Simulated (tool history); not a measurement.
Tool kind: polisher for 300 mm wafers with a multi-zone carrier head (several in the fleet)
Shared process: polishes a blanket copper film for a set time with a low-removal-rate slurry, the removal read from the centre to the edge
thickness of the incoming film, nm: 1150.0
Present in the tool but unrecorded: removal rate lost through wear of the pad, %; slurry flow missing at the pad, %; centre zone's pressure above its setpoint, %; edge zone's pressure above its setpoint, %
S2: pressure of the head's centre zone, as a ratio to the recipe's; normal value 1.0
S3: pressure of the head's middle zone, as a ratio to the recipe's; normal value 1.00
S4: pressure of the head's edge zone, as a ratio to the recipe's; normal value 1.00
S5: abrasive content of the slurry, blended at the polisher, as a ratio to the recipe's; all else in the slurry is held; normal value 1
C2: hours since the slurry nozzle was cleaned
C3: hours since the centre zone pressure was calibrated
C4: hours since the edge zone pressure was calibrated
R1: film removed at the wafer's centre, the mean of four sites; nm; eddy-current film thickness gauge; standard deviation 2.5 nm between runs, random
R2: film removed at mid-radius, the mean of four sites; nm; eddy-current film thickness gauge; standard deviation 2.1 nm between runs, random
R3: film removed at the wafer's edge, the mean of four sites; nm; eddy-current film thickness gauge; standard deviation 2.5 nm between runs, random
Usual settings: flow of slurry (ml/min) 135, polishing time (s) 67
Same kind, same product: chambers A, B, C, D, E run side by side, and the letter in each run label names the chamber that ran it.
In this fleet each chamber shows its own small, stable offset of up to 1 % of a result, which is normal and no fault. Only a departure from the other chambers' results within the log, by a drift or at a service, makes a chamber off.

run 1A day=0.483 | flow_of_slurry_(ml/min)=135 S2=1.0 S3=1.00 S4=1.00 S5=1 polishing_time_(s)=67 | wafers_polished_on_this_pad=280 C2=500.8 C3=610.1 C4=15.2 | R1=165.12 R2=171.29 R3=169.01
-- day=0.883 chamber E: worn pad replaced by a new one
run 2C day=1.017 | flow_of_slurry_(ml/min)=135 S2=1.0 S3=1.00 S4=1.00 S5=1 polishing_time_(s)=67 | wafers_polished_on_this_pad=320 C2=228.1 C3=825.2 C4=55.9 | R1=168.35 R2=168.94 R3=170.88
-- day=1.033 chamber D: slurry nozzle cleaned
run 3D day=1.517 | flow_of_slurry_(ml/min)=135 S2=1.0 S3=1.00 S4=1.00 S5=1 polishing_time_(s)=67 | wafers_polished_on_this_pad=562 C2=11.6 C3=1040.2 C4=432.2 | R1=173.01 R2=170.19 R3=164.51
run 4B day=1.900 | flow_of_slurry_(ml/min)=135 S2=1.0 S3=1.00 S4=1.00 S5=1 polishing_time_(s)=67 | wafers_polished_on_this_pad=901 C2=168.8 C3=185.3 C4=1120.7 | R1=164.68 R2=167.62 R3=171.55
run 5E day=2.225 | flow_of_slurry_(ml/min)=135 S2=1.0 S3=1.00 S4=1.00 S5=1 polishing_time_(s)=67 | wafers_polished_on_this_pad=244 C2=100.7 C3=1024.1 C4=916.0 | R1=170.94 R2=165.62 R3=168.41
-- day=2.254 chamber B: edge zone pressure recalibrated
run 6B day=2.658 | flow_of_slurry_(ml/min)=135 S2=1.0 S3=1.00 S4=1.00 S5=1 polishing_time_(s)=67 | wafers_polished_on_this_pad=1040 C2=187.0 C3=203.5 C4=9.8 | R1=170.99 R2=170.59 R3=170.21
run 7D day=3.138 | flow_of_slurry_(ml/min)=135 S2=1.0 S3=1.00 S4=1.00 S5=1 polishing_time_(s)=67 | wafers_polished_on_this_pad=857 C2=50.5 C3=1079.1 C4=471.1 | R1=173.43 R2=166.41 R3=166.84
run 8A day=3.488 | flow_of_slurry_(ml/min)=135 S2=1.0 S3=1.00 S4=1.00 S5=1 polishing_time_(s)=67 | wafers_polished_on_this_pad=828 C2=572.9 C3=682.2 C4=87.3 | R1=169.66 R2=171.60 R3=168.63
-- day=3.588 chamber B: worn pad replaced by a new one
run 9C day=3.825 | flow_of_slurry_(ml/min)=135 S2=1.0 S3=1.00 S4=1.00 S5=1 polishing_time_(s)=67 | wafers_polished_on_this_pad=831 C2=295.5 C3=892.6 C4=123.3 | R1=168.66 R2=169.41 R3=169.22
run 10E day=4.150 | flow_of_slurry_(ml/min)=135 S2=1.0 S3=1.00 S4=1.00 S5=1 polishing_time_(s)=67 | wafers_polished_on_this_pad=595 C2=146.9 C3=1070.3 C4=962.2 | R1=170.84 R2=167.45 R3=170.76
run 11D day=4.671 | flow_of_slurry_(ml/min)=135 S2=1.0 S3=1.00 S4=1.00 S5=1 polishing_time_(s)=67 | wafers_polished_on_this_pad=1137 C2=87.3 C3=1115.9 C4=507.9 | R1=172.39 R2=169.40 R3=170.16
run 12C day=5.183 | flow_of_slurry_(ml/min)=135 S2=1.0 S3=1.00 S4=1.00 S5=1 polishing_time_(s)=67 | wafers_polished_on_this_pad=1079 C2=328.1 C3=925.2 C4=155.9 | R1=168.65 R2=173.79 R3=166.72
-- day=5.317 chamber A: worn pad replaced by a new one
run 13B day=5.562 | flow_of_slurry_(ml/min)=135 S2=1.0 S3=0.96 S4=1.10 S5=1 polishing_time_(s)=67 | wafers_polished_on_this_pad=359 C2=256.7 C3=273.2 C4=79.5 | R1=165.67 R2=162.30 R3=185.18
-- day=5.612 chamber C: slurry nozzle cleaned
-- day=5.962 chamber D: centre zone pressure recalibrated
-- day=5.967 chamber C: worn pad replaced by a new one
run 14E day=6.096 | flow_of_slurry_(ml/min)=135 S2=1.0 S3=0.96 S4=1.10 S5=1 polishing_time_(s)=67 | wafers_polished_on_this_pad=950 C2=193.6 C3=1117.0 C4=1008.9 | R1=168.51 R2=162.45 R3=179.31
run 15A day=6.579 | flow_of_slurry_(ml/min)=135 S2=1.0 S3=0.96 S4=1.10 S5=1 polishing_time_(s)=67 | wafers_polished_on_this_pad=230 C2=647.1 C3=756.4 C4=161.5 | R1=171.12 R2=167.79 R3=182.46
-- day=6.692 chamber E: worn pad replaced by a new one
run 16C day=6.858 | flow_of_slurry_(ml/min)=135 S2=1.0 S3=0.96 S4=1.10 S5=1 polishing_time_(s)=67 | wafers_polished_on_this_pad=163 C2=29.9 C3=965.4 C4=196.1 | R1=169.89 R2=164.85 R3=178.42
run 17B day=7.388 | flow_of_slurry_(ml/min)=135 S2=1.0 S3=0.96 S4=1.10 S5=1 polishing_time_(s)=67 | wafers_polished_on_this_pad=692 C2=300.5 C3=317.0 C4=123.3 | R1=170.84 R2=161.05 R3=181.43
run 18D day=7.654 | flow_of_slurry_(ml/min)=135 S2=1.0 S3=1.00 S4=1.00 S5=1 polishing_time_(s)=67 | wafers_polished_on_this_pad=1680 C2=158.9 C3=40.7 C4=579.5 | R1=163.18 R2=167.39 R3=165.21
run 19A day=8.017 | flow_of_slurry_(ml/min)=135 S2=1.0 S3=1.00 S4=1.00 S5=1 polishing_time_(s)=67 | wafers_polished_on_this_pad=492 C2=681.6 C3=790.9 C4=196.0 | R1=167.03 R2=169.82 R3=166.38
-- day=8.304 chamber C: centre zone pressure recalibrated
run 20E day=8.325 | flow_of_slurry_(ml/min)=135 S2=1.0 S3=1.00 S4=1.00 S5=1 polishing_time_(s)=67 | wafers_polished_on_this_pad=297 C2=247.1 C3=1170.5 C4=1062.4 | R1=169.07 R2=171.33 R3=170.74
-- day=8.350 chamber E: slurry nozzle cleaned
run 21A day=8.638 | flow_of_slurry_(ml/min)=135 S2=1.0 S3=1.00 S4=1.00 S5=1 polishing_time_(s)=67 | wafers_polished_on_this_pad=605 C2=696.5 C3=805.8 C4=210.9 | R1=170.67 R2=169.57 R3=170.94
-- day=8.879 chamber B: worn pad replaced by a new one
run 22C day=9.196 | flow_of_slurry_(ml/min)=135 S2=1.0 S3=1.00 S4=1.00 S5=1 polishing_time_(s)=67 | wafers_polished_on_this_pad=589 C2=86.0 C3=21.5 C4=252.2 | R1=167.48 R2=168.88 R3=166.23
run 23D day=9.671 | flow_of_slurry_(ml/min)=135 S2=1.0 S3=1.00 S4=1.09 S5=1 polishing_time_(s)=67 | wafers_polished_on_this_pad=2048 C2=207.3 C3=89.1 C4=627.9 | R1=167.90 R2=165.48 R3=173.44
-- day=9.996 chamber D: slurry nozzle cleaned
run 24B day=10.208 | flow_of_slurry_(ml/min)=135 S2=1.0 S3=1.00 S4=1.09 S5=1 polishing_time_(s)=67 | wafers_polished_on_this_pad=242 C2=368.2 C3=384.7 C4=191.0 | R1=169.85 R2=167.80 R3=177.18
run 25E day=10.767 | flow_of_slurry_(ml/min)=135 S2=1.0 S3=1.00 S4=1.09 S5=1 polishing_time_(s)=67 | wafers_polished_on_this_pad=742 C2=58.0 C3=1229.1 C4=1121.0 | R1=172.59 R2=165.71 R3=180.23
run 26C day=11.108 | flow_of_slurry_(ml/min)=135 S2=1.0 S3=1.00 S4=1.09 S5=1 polishing_time_(s)=67 | wafers_polished_on_this_pad=937 C2=131.9 C3=67.4 C4=298.1 | R1=171.68 R2=174.01 R3=175.81
-- day=11.392 chamber A: slurry nozzle cleaned
run 27D day=11.462 | flow_of_slurry_(ml/min)=135 S2=1.0 S3=1.00 S4=1.09 S5=1 polishing_time_(s)=67 | wafers_polished_on_this_pad=2374 C2=35.3 C3=132.1 C4=670.9 | R1=156.82 R2=163.64 R3=166.66
-- day=11.675 chamber A: worn pad replaced by a new one
-- day=11.758 chamber E: centre zone pressure recalibrated
run 28E day=11.867 | flow_of_slurry_(ml/min)=135 S2=1.0 S3=1.00 S4=1.00 S5=1 polishing_time_(s)=67 | wafers_polished_on_this_pad=942 C2=84.4 C3=2.6 C4=1147.4 | R1=168.92 R2=168.50 R3=168.01
-- day=12.179 chamber C: worn pad replaced by a new one
run 29B day=12.321 | flow_of_slurry_(ml/min)=135 S2=1.0 S3=1.00 S4=1.00 S5=1 polishing_time_(s)=67 | wafers_polished_on_this_pad=627 C2=418.9 C3=435.4 C4=241.7 | R1=168.05 R2=170.82 R3=167.92
-- day=12.362 chamber E: worn pad replaced by a new one
run 30A day=12.704 | flow_of_slurry_(ml/min)=135 S2=1.0 S3=1.00 S4=1.00 S5=1 polishing_time_(s)=67 | wafers_polished_on_this_pad=187 C2=31.5 C3=903.4 C4=308.5 | R1=164.69 R2=174.79 R3=172.62
run 31D day=13.062 | flow_of_slurry_(ml/min)=135 S2=1.0 S3=1.00 S4=1.05 S5=1 polishing_time_(s)=67 | wafers_polished_on_this_pad=2666 C2=73.7 C3=170.5 C4=709.3 | R1=164.24 R2=163.32 R3=169.68
run 32B day=13.321 | flow_of_slurry_(ml/min)=135 S2=1.0 S3=1.00 S4=1.05 S5=1 polishing_time_(s)=67 | wafers_polished_on_this_pad=809 C2=442.9 C3=459.4 C4=265.7 | R1=169.68 R2=168.38 R3=172.54
run 33A day=13.650 | flow_of_slurry_(ml/min)=135 S2=1.0 S3=1.00 S4=1.05 S5=1 polishing_time_(s)=67 | wafers_polished_on_this_pad=360 C2=54.2 C3=926.1 C4=331.2 | R1=163.40 R2=167.31 R3=177.19
run 34E day=13.996 | flow_of_slurry_(ml/min)=135 S2=1.0 S3=1.00 S4=1.05 S5=1 polishing_time_(s)=67 | wafers_polished_on_this_pad=297 C2=135.5 C3=53.7 C4=1198.5 | R1=166.14 R2=170.40 R3=172.15
run 35C day=14.300 | flow_of_slurry_(ml/min)=135 S2=1.0 S3=1.00 S4=1.05 S5=1 polishing_time_(s)=67 | wafers_polished_on_this_pad=386 C2=208.5 C3=144.0 C4=374.7 | R1=172.30 R2=170.80 R3=171.36
-- day=14.454 chamber B: worn pad replaced by a new one
-- day=14.600 chamber B: slurry nozzle cleaned
run 36A day=14.654 | flow_of_slurry_(ml/min)=135 S2=1.0 S3=1.00 S4=1.00 S5=1 polishing_time_(s)=67 | wafers_polished_on_this_pad=542 C2=78.3 C3=950.2 C4=355.3 | R1=171.17 R2=167.64 R3=171.28
run 37C day=15.075 | flow_of_slurry_(ml/min)=135 S2=1.0 S3=1.00 S4=1.00 S5=1 polishing_time_(s)=67 | wafers_polished_on_this_pad=527 C2=227.1 C3=162.6 C4=393.3 | R1=165.51 R2=172.41 R3=169.42
-- day=15.088 chamber A: centre zone pressure recalibrated
run 38B day=15.550 | flow_of_slurry_(ml/min)=135 S2=1.0 S3=1.00 S4=1.00 S5=1 polishing_time_(s)=67 | wafers_polished_on_this_pad=199 C2=22.8 C3=512.9 C4=319.2 | R1=168.82 R2=171.42 R3=168.59
run 39E day=16.004 | flow_of_slurry_(ml/min)=135 S2=1.0 S3=1.00 S4=1.00 S5=1 polishing_time_(s)=67 | wafers_polished_on_this_pad=663 C2=183.7 C3=101.9 C4=1246.7 | R1=172.36 R2=169.02 R3=167.13
run 40D day=16.271 | flow_of_slurry_(ml/min)=135 S2=0.9 S3=1.00 S4=1.00 S5=1 polishing_time_(s)=80 | wafers_polished_on_this_pad=3250 C2=150.7 C3=247.5 C4=786.3 | R1=170.23 R2=190.46 R3=190.78
run 41A day=16.667 | flow_of_slurry_(ml/min)=135 S2=0.9 S3=1.00 S4=1.00 S5=1 polishing_time_(s)=80 | wafers_polished_on_this_pad=909 C2=126.6 C3=37.9 C4=403.6 | R1=179.79 R2=202.92 R3=206.57

For the next run the whole fleet of 5 chambers uses the same settings. Give each chamber's results:
run 42A day=17.071 | flow_of_slurry_(ml/min)=135 S2=1.0 S3=1.00 S4=1.00 S5=1 polishing_time_(s)=67 | R1=? R2=? R3=?
run 42B day=17.071 | flow_of_slurry_(ml/min)=135 S2=1.0 S3=1.00 S4=1.00 S5=1 polishing_time_(s)=67 | R1=? R2=? R3=?
run 42C day=17.071 | flow_of_slurry_(ml/min)=135 S2=1.0 S3=1.00 S4=1.00 S5=1 polishing_time_(s)=67 | R1=? R2=? R3=?
run 42D day=17.071 | flow_of_slurry_(ml/min)=135 S2=1.0 S3=1.00 S4=1.00 S5=1 polishing_time_(s)=67 | R1=? R2=? R3=?
run 42E day=17.071 | flow_of_slurry_(ml/min)=135 S2=1.0 S3=1.00 S4=1.00 S5=1 polishing_time_(s)=67 | R1=? R2=? R3=?

run=42A R1=164.98 R2=167.79 R3=172.28
run=42B R1=170.54 R2=166.66 R3=165.82
run=42C R1=166.94 R2=173.20 R3=167.32
run=42D R1=160.99 R2=159.21 R3=159.99
run=42E R1=174.04 R2=171.54 R3=168.32
